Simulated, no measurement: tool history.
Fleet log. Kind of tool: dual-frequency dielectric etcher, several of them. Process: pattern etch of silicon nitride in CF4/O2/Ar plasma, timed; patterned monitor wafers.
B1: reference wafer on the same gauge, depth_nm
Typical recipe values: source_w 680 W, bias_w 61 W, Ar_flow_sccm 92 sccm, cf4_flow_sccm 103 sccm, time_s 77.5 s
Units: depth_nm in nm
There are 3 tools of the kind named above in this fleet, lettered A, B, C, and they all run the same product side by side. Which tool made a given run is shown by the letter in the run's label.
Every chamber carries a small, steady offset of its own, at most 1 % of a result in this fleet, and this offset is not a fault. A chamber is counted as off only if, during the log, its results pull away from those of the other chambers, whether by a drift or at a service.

run 1A hour=9.1 | source_w=680 bias_w=61 Ar_flow_sccm=92 cf4_flow_sccm=103 time_s=77.5 | B1=216.02 | depth_nm=210.54
run 2B hour=16 | source_w=680 bias_w=61 Ar_flow_sccm=92 cf4_flow_sccm=103 time_s=77.5 | B1=216.02 | depth_nm=208.65
run 3C hour=25.4 | source_w=680 bias_w=61 Ar_flow_sccm=92 cf4_flow_sccm=103 time_s=77.5 | B1=216.15 | depth_nm=211.56
run 4A hour=30.2 | source_w=680 bias_w=61 Ar_flow_sccm=92 cf4_flow_sccm=103 time_s=77.5 | B1=216.22 | depth_nm=213.01
run 5B hour=38.9 | source_w=680 bias_w=61 Ar_flow_sccm=92 cf4_flow_sccm=103 time_s=77.5 | B1=215.93 | depth_nm=209.3
run 6C hour=46.2 | source_w=680 bias_w=61 Ar_flow_sccm=92 cf4_flow_sccm=103 time_s=59 | B1=216.26 | depth_nm=160.24
run 7B hour=51.3 | source_w=680 bias_w=61 Ar_flow_sccm=92 cf4_flow_sccm=103 time_s=59 | B1=215.91 | depth_nm=158.96
run 8C hour=56.8 | source_w=680 bias_w=61 Ar_flow_sccm=92 cf4_flow_sccm=103 time_s=59 | B1=216.21 | depth_nm=161.91
run 9A hour=63.1 | source_w=680 bias_w=61 Ar_flow_sccm=92 cf4_flow_sccm=103 time_s=77.5 | B1=215.85 | depth_nm=211.89
-- hour=64.5 chamber A: source power generator calibrated
run 10B hour=70.4 | source_w=680 bias_w=61 Ar_flow_sccm=92 cf4_flow_sccm=83 time_s=63.5 | B1=216.12 | depth_nm=167.09
run 11A hour=77.1 | source_w=680 bias_w=61 Ar_flow_sccm=92 cf4_flow_sccm=83 time_s=63.5 | B1=216.17 | depth_nm=168
run 12C hour=86 | source_w=680 bias_w=61 Ar_flow_sccm=92 cf4_flow_sccm=83 time_s=63.5 | B1=215.98 | depth_nm=167.58
run 13A hour=94.1 | source_w=680 bias_w=61 Ar_flow_sccm=92 cf4_flow_sccm=103 time_s=77.5 | B1=216.1 | depth_nm=210.32
run 14B hour=101.9 | source_w=680 bias_w=61 Ar_flow_sccm=92 cf4_flow_sccm=103 time_s=77.5 | B1=215.98 | depth_nm=210.05
run 15C hour=107 | source_w=680 bias_w=66 Ar_flow_sccm=92 cf4_flow_sccm=103 time_s=88 | B1=216.29 | depth_nm=247.69
run 16A hour=111.7 | source_w=680 bias_w=66 Ar_flow_sccm=92 cf4_flow_sccm=103 time_s=88 | B1=216.13 | depth_nm=245.59
run 17C hour=116.3 | source_w=680 bias_w=66 Ar_flow_sccm=92 cf4_flow_sccm=103 time_s=88 | B1=216 | depth_nm=247.41
run 18B hour=121.9 | source_w=680 bias_w=61 Ar_flow_sccm=92 cf4_flow_sccm=103 time_s=77.5 | B1=216.03 | depth_nm=210.4
run 19A hour=127.4 | source_w=680 bias_w=61 Ar_flow_sccm=92 cf4_flow_sccm=103 time_s=77.5 | B1=215.86 | depth_nm=209.23
run 20C hour=134.8 | source_w=680 bias_w=61 Ar_flow_sccm=92 cf4_flow_sccm=103 time_s=77.5 | B1=216.09 | depth_nm=212.36
run 21B hour=143 | source_w=680 bias_w=61 Ar_flow_sccm=92 cf4_flow_sccm=103 time_s=77.5 | B1=215.87 | depth_nm=209.45
run 22C hour=150.2 | source_w=680 bias_w=61 Ar_flow_sccm=92 cf4_flow_sccm=103 time_s=77.5 | B1=216.05 | depth_nm=212.05
run 23A hour=157.3 | source_w=680 bias_w=61 Ar_flow_sccm=92 cf4_flow_sccm=103 time_s=77.5 | B1=215.9 | depth_nm=209.73
run 24B hour=163.6 | source_w=680 bias_w=61 Ar_flow_sccm=92 cf4_flow_sccm=103 time_s=77.5 | B1=215.87 | depth_nm=210.3
run 25A hour=169.5 | source_w=680 bias_w=61 Ar_flow_sccm=92 cf4_flow_sccm=103 time_s=77.5 | B1=216.12 | depth_nm=206.93
run 26C hour=176.8 | source_w=680 bias_w=61 Ar_flow_sccm=92 cf4_flow_sccm=103 time_s=77.5 | B1=215.87 | depth_nm=212.67
run 27B hour=184.5 | source_w=680 bias_w=61 Ar_flow_sccm=92 cf4_flow_sccm=103 time_s=77.5 | B1=215.99 | depth_nm=210.54
run 28B hour=192.7 | source_w=680 bias_w=61 Ar_flow_sccm=92 cf4_flow_sccm=103 time_s=77.5 | B1=216.15 | depth_nm=210.93
-- hour=197.4 chamber B: bias power generator calibrated
run 29A hour=201.2 | source_w=680 bias_w=61 Ar_flow_sccm=92 cf4_flow_sccm=103 time_s=77.5 | B1=216.14 | depth_nm=208.36
run 30C hour=210.8 | source_w=680 bias_w=61 Ar_flow_sccm=92 cf4_flow_sccm=103 time_s=77.5 | B1=216 | depth_nm=211.09
run 31C hour=215.6 | source_w=680 bias_w=61 Ar_flow_sccm=92 cf4_flow_sccm=103 time_s=77.5 | B1=215.92 | depth_nm=212.75
run 32A hour=221.9 | source_w=680 bias_w=61 Ar_flow_sccm=92 cf4_flow_sccm=103 time_s=77.5 | B1=216.12 | depth_nm=207.83
run 33B hour=226.6 | source_w=680 bias_w=61 Ar_flow_sccm=92 cf4_flow_sccm=103 time_s=77.5 | B1=216.23 | depth_nm=207.64
run 34C hour=235.2 | source_w=680 bias_w=61 Ar_flow_sccm=92 cf4_flow_sccm=103 time_s=77.5 | B1=216.15 | depth_nm=211.79
run 35B hour=240.1 | source_w=680 bias_w=61 Ar_flow_sccm=85 cf4_flow_sccm=103 time_s=77.5 | B1=215.91 | depth_nm=208.8
run 36A hour=249.4 | source_w=680 bias_w=61 Ar_flow_sccm=85 cf4_flow_sccm=103 time_s=77.5 | B1=216.09 | depth_nm=208.9
run 37C hour=255.2 | source_w=680 bias_w=61 Ar_flow_sccm=85 cf4_flow_sccm=103 time_s=77.5 | B1=215.75 | depth_nm=213.87
run 38B hour=262.8 | source_w=680 bias_w=61 Ar_flow_sccm=92 cf4_flow_sccm=103 time_s=77.5 | B1=215.9 | depth_nm=207.84

Does one chamber stand apart from the rest, does the shared gauge drift, or is all well apart from small per-chamber offsets? Give the chamber and the most likely cause, where there is one.

It is chamber A that slowly wanders off from its peers.
Likeliest cause: etch rate under this chamber's usual, % = 2.48.

Below are 4 candidate recipes for chamber A's next run, each the usual settings with a change, their results shown as question marks. Which of them brings A's results back in line with what the other chambers give on the usual settings?
To be in line, a result may differ from the other chambers' mean on the usual settings by at most: depth_nm 3.1 nm
run 39A-1 hour=269.8 | source_w=690 bias_w=62 Ar_flow_sccm=92 cf4_flow_sccm=103 time_s=80 | depth_nm=?
run 39A-2 hour=269.8 | source_w=680 bias_w=61 Ar_flow_sccm=92 cf4_flow_sccm=103 time_s=76 | depth_nm=?
run 39A-3 hour=269.8 | source_w=680 bias_w=64 Ar_flow_sccm=92 cf4_flow_sccm=103 time_s=77.5 | depth_nm=?
run 39A-4 hour=269.8 | source_w=670 bias_w=61 Ar_flow_sccm=92 cf4_flow_sccm=103 time_s=75 | depth_nm=?

On the usual settings, the other chambers give on average: depth_nm 210.44 nm
run=39A-1 depth_nm=217.48
run=39A-2 depth_nm=202.79
run=39A-3 depth_nm=210.59
run=39A-4 depth_nm=197.59
39A-3 is the one that brings the chamber's results back in line with the other chambers.
